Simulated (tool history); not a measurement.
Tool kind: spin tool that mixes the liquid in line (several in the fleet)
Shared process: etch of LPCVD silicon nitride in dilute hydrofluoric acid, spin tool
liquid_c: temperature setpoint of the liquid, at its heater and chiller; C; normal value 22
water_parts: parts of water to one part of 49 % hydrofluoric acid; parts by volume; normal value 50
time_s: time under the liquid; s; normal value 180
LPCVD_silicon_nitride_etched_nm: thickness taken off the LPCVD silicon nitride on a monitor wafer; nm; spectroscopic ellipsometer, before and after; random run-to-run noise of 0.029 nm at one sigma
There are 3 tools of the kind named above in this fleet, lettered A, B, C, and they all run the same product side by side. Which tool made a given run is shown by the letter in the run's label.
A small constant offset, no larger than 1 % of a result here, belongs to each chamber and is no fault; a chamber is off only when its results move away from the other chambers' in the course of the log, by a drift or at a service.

run,hour,liquid_c,water_parts,time_s,hours since the thermometer was replaced,hours since the hydrofluoric acid flow meter was replaced,"read-back film thickness of the LPCVD silicon nitride reference wafer, read on the same gauge (nm)",LPCVD_silicon_nitride_etched_nm
1C,8.8,22,50,180,1475.1,1719.3,59.995,1.3103
2B,17.2,22,50,180,462.9,569.1,59.994,1.3259
3A,24.4,22,50,180,551.1,930.2,60.001,1.3227
4C,29.8,22,50,180,1496.1,1740.3,60.006,1.3374
5A,38.8,22,50,180,565.5,944.6,60.003,1.3502
6B,49.2,22,50,180,494.9,601.1,59.999,1.3056
7C,56.7,22,50,180,1523,1767.2,59.985,1.4027
8B,68.3,22,50,180,514,620.2,60.021,1.2796
9A,75.2,22,50,180,601.9,981,60.007,1.344
10C,82.7,22,50,180,1549,1793.2,59.995,1.2796
11B,91.4,22,50,180,537.1,643.3,60.003,1.2445
12A,99.5,22,50,275,626.2,1005.3,59.981,2.0479
13B,110.5,22,50,275,556.2,662.4,59.991,1.9322
# hour 114.5: chamber B: hydrofluoric acid flow meter replaced
14C,117.4,22,50,275,1583.7,1827.9,60.007,2.0946
15A,126.7,22,50,180,653.4,1032.5,60.003,1.345
# hour 134: chamber C: thermometer replaced
16B,134.8,19.5,50,180,580.5,20.4,60.001,1.0016
17A,140.6,19.5,50,180,667.3,1046.4,60.006,1.1464
18C,150.2,19.5,50,180,16.3,1860.7,59.998,1.0992
19B,155.3,22,50,180,601,40.9,59.982,1.2257
20C,161.9,22,50,180,28,1872.4,59.979,1.2522
21A,171.4,22,50,180,698.1,1077.2,59.991,1.3215
22C,178.7,22,50,180,44.8,1889.2,60.003,1.3153
23B,188.2,22,50,180,633.9,73.8,59.984,1.1589
24A,196.8,22,50,180,723.5,1102.6,60.006,1.3237
25A,203.4,22,50,180,730.1,1109.2,60.003,1.3728

Read the log: is a single chamber off, either drifting away or since a service, is the gauge that measures every chamber drifting, or is nothing wrong beyond small per-chamber offsets? Name any odd chamber and what most likely caused it.

One chamber, B, drifts off from the rest bit by bit.
Cause: liquid colder than its thermometer reads (K) = 2.37.

Chamber B could run next with any of the 4 candidate recipes listed below; each alters the usual settings, and their results appear as question marks. Which one brings its results back in line with what the other chambers deliver on the usual settings?
In line here means within this much of the mean the other chambers give on the usual settings: LPCVD_silicon_nitride_etched_nm 0.1 nm
26B-1,211.8,22.5,50,200,,,,?
26B-2,211.8,23.5,40,180,,,,?
26B-3,211.8,19.5,50,180,,,,?
26B-4,211.8,21.5,55,150,,,,?

What the other chambers average on the usual settings: LPCVD_silicon_nitride_etched_nm 1.3245 nm
run,LPCVD_silicon_nitride_etched_nm
26B-1,1.3002
26B-2,1.5566
26B-3,0.94794
26B-4,0.82919
Change 26B-1 lands the chamber within the allowed miss of the other chambers.
